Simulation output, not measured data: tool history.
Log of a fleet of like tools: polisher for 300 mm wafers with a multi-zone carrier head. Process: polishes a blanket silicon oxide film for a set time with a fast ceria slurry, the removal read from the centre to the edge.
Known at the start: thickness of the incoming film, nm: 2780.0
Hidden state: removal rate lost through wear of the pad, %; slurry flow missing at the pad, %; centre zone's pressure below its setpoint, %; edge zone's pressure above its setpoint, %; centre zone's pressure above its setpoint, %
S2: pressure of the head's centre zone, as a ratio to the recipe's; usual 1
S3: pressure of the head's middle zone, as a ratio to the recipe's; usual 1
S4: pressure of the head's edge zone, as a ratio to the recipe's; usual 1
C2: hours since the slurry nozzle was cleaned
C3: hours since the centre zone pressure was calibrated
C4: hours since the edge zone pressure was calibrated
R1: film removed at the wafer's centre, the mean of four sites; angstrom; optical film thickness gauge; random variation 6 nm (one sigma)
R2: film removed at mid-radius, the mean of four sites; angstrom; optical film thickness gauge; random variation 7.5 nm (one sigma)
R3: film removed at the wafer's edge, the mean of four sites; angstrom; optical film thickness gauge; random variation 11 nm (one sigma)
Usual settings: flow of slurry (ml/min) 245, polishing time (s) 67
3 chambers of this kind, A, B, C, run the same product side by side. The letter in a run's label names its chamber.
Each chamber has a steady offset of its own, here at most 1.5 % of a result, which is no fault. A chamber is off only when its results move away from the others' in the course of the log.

run 1A hour=15.1 | flow_of_slurry_(ml/min)=245 S2=1 S3=1 S4=1 polishing_time_(s)=67 | wafers_polished_on_this_pad=264 C2=174 C3=887.8 C4=96 | R1=8099.6 R2=7992.1 R3=7948.1
run 2B hour=21.8 | flow_of_slurry_(ml/min)=245 S2=1 S3=1 S4=1 polishing_time_(s)=67 | wafers_polished_on_this_pad=872 C2=618.9 C3=155.5 C4=323.7 | R1=8132.9 R2=8021.1 R3=8113.9
-- hour=23.8 chamber B: worn pad replaced by a new one
run 3C hour=29 | flow_of_slurry_(ml/min)=245 S2=1 S3=1 S4=1 polishing_time_(s)=67 | wafers_polished_on_this_pad=961 C2=169.4 C3=1332.7 C4=435.1 | R1=8066.2 R2=7989.6 R3=8261.1
-- hour=31.2 chamber B: edge zone pressure recalibrated
run 4C hour=39.9 | flow_of_slurry_(ml/min)=245 S2=1 S3=1 S4=1 polishing_time_(s)=67 | wafers_polished_on_this_pad=1049 C2=180.3 C3=1343.6 C4=446 | R1=8153.4 R2=7814.6 R3=8162
run 5A hour=48.3 | flow_of_slurry_(ml/min)=245 S2=1 S3=1 S4=1 polishing_time_(s)=67 | wafers_polished_on_this_pad=530 C2=207.2 C3=921 C4=129.2 | R1=8194.5 R2=8291.6 R3=8106.9
-- hour=49.9 chamber A: worn pad replaced by a new one
run 6B hour=56.3 | flow_of_slurry_(ml/min)=245 S2=1 S3=1 S4=1 polishing_time_(s)=67 | wafers_polished_on_this_pad=260 C2=653.4 C3=190 C4=25.2 | R1=8105 R2=7980 R3=8154.3
-- hour=59.2 chamber C: worn pad replaced by a new one
run 7A hour=64.8 | flow_of_slurry_(ml/min)=245 S2=1 S3=1 S4=1 polishing_time_(s)=67 | wafers_polished_on_this_pad=119 C2=223.7 C3=937.5 C4=145.7 | R1=8095 R2=8098.6 R3=8099.4
run 8B hour=72.9 | flow_of_slurry_(ml/min)=245 S2=1 S3=1 S4=1 polishing_time_(s)=67 | wafers_polished_on_this_pad=393 C2=670 C3=206.6 C4=41.8 | R1=8106.2 R2=7973.8 R3=8106.6
run 9C hour=83.4 | flow_of_slurry_(ml/min)=245 S2=1 S3=1 S4=1 polishing_time_(s)=67 | wafers_polished_on_this_pad=193 C2=223.8 C3=1387.1 C4=489.5 | R1=8064.1 R2=7925 R3=8371.6
run 10C hour=90.7 | flow_of_slurry_(ml/min)=245 S2=1 S3=1 S4=1 polishing_time_(s)=67 | wafers_polished_on_this_pad=252 C2=231.1 C3=1394.4 C4=496.8 | R1=8081.6 R2=8028.5 R3=8030.5
run 11B hour=101.1 | flow_of_slurry_(ml/min)=245 S2=1 S3=1 S4=1 polishing_time_(s)=67 | wafers_polished_on_this_pad=618 C2=698.2 C3=234.8 C4=70 | R1=8116.1 R2=8096.2 R3=8139.4
run 12A hour=110.6 | flow_of_slurry_(ml/min)=245 S2=1.11 S3=1 S4=0.9 polishing_time_(s)=67 | wafers_polished_on_this_pad=485 C2=269.5 C3=983.3 C4=191.5 | R1=9112.6 R2=8132.3 R3=7663.4
-- hour=114.8 chamber B: worn pad replaced by a new one
run 13A hour=119.3 | flow_of_slurry_(ml/min)=245 S2=1.11 S3=1 S4=0.9 polishing_time_(s)=67 | wafers_polished_on_this_pad=555 C2=278.2 C3=992 C4=200.2 | R1=9094.5 R2=8233.6 R3=7620.6
-- hour=127.1 chamber C: centre zone pressure recalibrated
-- hour=128.2 chamber A: worn pad replaced by a new one
run 14B hour=128.6 | flow_of_slurry_(ml/min)=245 S2=1.11 S3=1 S4=0.9 polishing_time_(s)=67 | wafers_polished_on_this_pad=110 C2=725.7 C3=262.3 C4=97.5 | R1=9165.9 R2=8030 R3=7713.3
run 15C hour=138 | flow_of_slurry_(ml/min)=245 S2=1.08 S3=1.07 S4=1 polishing_time_(s)=67 | wafers_polished_on_this_pad=630 C2=278.4 C3=11 C4=544.1 | R1=9686.2 R2=8572.8 R3=8225.7
run 16B hour=146.6 | flow_of_slurry_(ml/min)=245 S2=1.08 S3=1.07 S4=1 polishing_time_(s)=67 | wafers_polished_on_this_pad=254 C2=743.7 C3=280.3 C4=115.5 | R1=8900.5 R2=8599.6 R3=8019.2
run 17A hour=160.2 | flow_of_slurry_(ml/min)=245 S2=1.08 S3=1.07 S4=1 polishing_time_(s)=67 | wafers_polished_on_this_pad=256 C2=319.1 C3=1032.9 C4=241.1 | R1=8823.7 R2=8737.6 R3=7991.7
-- hour=163.3 chamber A: slurry nozzle cleaned
run 18C hour=171.4 | flow_of_slurry_(ml/min)=245 S2=1 S3=1 S4=1 polishing_time_(s)=67 | wafers_polished_on_this_pad=897 C2=311.8 C3=44.4 C4=577.5 | R1=8870.5 R2=7988.1 R3=7946.3
run 19A hour=179.5 | flow_of_slurry_(ml/min)=245 S2=1 S3=1 S4=1 polishing_time_(s)=67 | wafers_polished_on_this_pad=410 C2=16.2 C3=1052.2 C4=260.4 | R1=8051.3 R2=8143.2 R3=8029.5
-- hour=184.2 chamber C: worn pad replaced by a new one
run 20C hour=190.8 | flow_of_slurry_(ml/min)=245 S2=1 S3=1 S4=1 polishing_time_(s)=67 | wafers_polished_on_this_pad=53 C2=331.2 C3=63.8 C4=596.9 | R1=9051.6 R2=8164.1 R3=8084.4
run 21B hour=206.2 | flow_of_slurry_(ml/min)=245 S2=1.11 S3=1.08 S4=1 polishing_time_(s)=67 | wafers_polished_on_this_pad=731 C2=803.3 C3=339.9 C4=175.1 | R1=9126.1 R2=8663.8 R3=7978
-- hour=210 chamber A: worn pad replaced by a new one
run 22B hour=221.2 | flow_of_slurry_(ml/min)=245 S2=1.11 S3=1.08 S4=1 polishing_time_(s)=67 | wafers_polished_on_this_pad=851 C2=818.3 C3=354.9 C4=190.1 | R1=9181.5 R2=8656.6 R3=8276.3
-- hour=230.6 chamber B: worn pad replaced by a new one
run 23A hour=230.7 | flow_of_slurry_(ml/min)=245 S2=1.11 S3=1.08 S4=1 polishing_time_(s)=67 | wafers_polished_on_this_pad=165 C2=67.4 C3=1103.4 C4=311.6 | R1=9071.3 R2=8769.9 R3=8141.2
-- hour=235.8 chamber A: centre zone pressure recalibrated
run 24C hour=240.9 | flow_of_slurry_(ml/min)=245 S2=1 S3=1 S4=1 polishing_time_(s)=67 | wafers_polished_on_this_pad=454 C2=381.3 C3=113.9 C4=647 | R1=8986.8 R2=7959.2 R3=8251.4
-- hour=243.9 chamber C: edge zone pressure recalibrated
run 25C hour=250.2 | flow_of_slurry_(ml/min)=245 S2=1 S3=1 S4=1 polishing_time_(s)=67 | wafers_polished_on_this_pad=528 C2=390.6 C3=123.2 C4=6.4 | R1=8984.5 R2=8097 R3=8044.4
run 26B hour=259.5 | flow_of_slurry_(ml/min)=245 S2=1 S3=1 S4=1 polishing_time_(s)=67 | wafers_polished_on_this_pad=231 C2=856.6 C3=393.2 C4=228.4 | R1=8209.6 R2=7949 R3=7981.2
run 27A hour=266.6 | flow_of_slurry_(ml/min)=245 S2=1 S3=1 S4=1 polishing_time_(s)=67 | wafers_polished_on_this_pad=453 C2=103.3 C3=30.9 C4=347.5 | R1=8121 R2=8158 R3=8176.9
-- hour=274.4 chamber C: slurry nozzle cleaned
run 28B hour=276.1 | flow_of_slurry_(ml/min)=245 S2=0.89 S3=1.05 S4=1 polishing_time_(s)=67 | wafers_polished_on_this_pad=364 C2=873.2 C3=409.8 C4=245 | R1=7064.6 R2=8359.8 R3=8207.8
run 29A hour=285.4 | flow_of_slurry_(ml/min)=245 S2=0.89 S3=1.05 S4=1 polishing_time_(s)=67 | wafers_polished_on_this_pad=603 C2=122.1 C3=49.7 C4=366.3 | R1=7057 R2=8614.7 R3=8124.3
-- hour=297.6 chamber A: worn pad replaced by a new one
run 30C hour=299.8 | flow_of_slurry_(ml/min)=245 S2=0.89 S3=1.05 S4=1 polishing_time_(s)=67 | wafers_polished_on_this_pad=925 C2=25.5 C3=172.8 C4=56 | R1=7942.1 R2=8308.8 R3=8084.7
run 31C hour=312.6 | flow_of_slurry_(ml/min)=245 S2=1 S3=1 S4=1 polishing_time_(s)=67 | wafers_polished_on_this_pad=1027 C2=38.3 C3=185.6 C4=68.8 | R1=8847.5 R2=8034.9 R3=7934.1
-- hour=317.8 chamber B: slurry nozzle cleaned
run 32A hour=320.7 | flow_of_slurry_(ml/min)=245 S2=1 S3=1.05 S4=1 polishing_time_(s)=67 | wafers_polished_on_this_pad=185 C2=157.4 C3=85 C4=401.6 | R1=7999 R2=8474.6 R3=8018.1
-- hour=323 chamber A: edge zone pressure recalibrated
-- hour=327.5 chamber C: worn pad replaced by a new one
-- hour=334.2 chamber B: worn pad replaced by a new one
run 33B hour=334.6 | flow_of_slurry_(ml/min)=245 S2=1 S3=1.05 S4=1 polishing_time_(s)=67 | wafers_polished_on_this_pad=3 C2=16.9 C3=468.3 C4=303.5 | R1=8150.3 R2=8488.8 R3=8084.7
run 34C hour=345.2 | flow_of_slurry_(ml/min)=245 S2=1 S3=1.05 S4=1 polishing_time_(s)=67 | wafers_polished_on_this_pad=141 C2=70.9 C3=218.2 C4=101.4 | R1=8955.4 R2=8349.8 R3=8142.8
run 35A hour=353.2 | flow_of_slurry_(ml/min)=245 S2=1 S3=1 S4=1 polishing_time_(s)=67 | wafers_polished_on_this_pad=445 C2=189.9 C3=117.5 C4=30.2 | R1=8294.9 R2=8121.9 R3=8308.8
-- hour=355.9 chamber B: edge zone pressure recalibrated
run 36B hour=363 | flow_of_slurry_(ml/min)=245 S2=1 S3=1 S4=1 polishing_time_(s)=67 | wafers_polished_on_this_pad=230 C2=45.3 C3=496.7 C4=7.1 | R1=8113.8 R2=8132.8 R3=8288.8
-- hour=366.7 chamber A: worn pad replaced by a new one
run 37A hour=372.2 | flow_of_slurry_(ml/min)=245 S2=1 S3=1 S4=1 polishing_time_(s)=67 | wafers_polished_on_this_pad=44 C2=208.9 C3=136.5 C4=49.2 | R1=8128 R2=8208.3 R3=7920.9

All 3 chambers run these settings next. Forecast each chamber's results:
run 38A hour=383.3 | flow_of_slurry_(ml/min)=245 S2=1 S3=1 S4=1.11 polishing_time_(s)=67 | R1=? R2=? R3=?
run 38B hour=383.3 | flow_of_slurry_(ml/min)=245 S2=1 S3=1 S4=1.11 polishing_time_(s)=67 | R1=? R2=? R3=?
run 38C hour=383.3 | flow_of_slurry_(ml/min)=245 S2=1 S3=1 S4=1.11 polishing_time_(s)=67 | R1=? R2=? R3=?

run=38A R1=8139.9 R2=8177.5 R3=8529
run=38B R1=8114 R2=8120.7 R3=8564.4
run=38C R1=9057.3 R2=7968.5 R3=8650.4
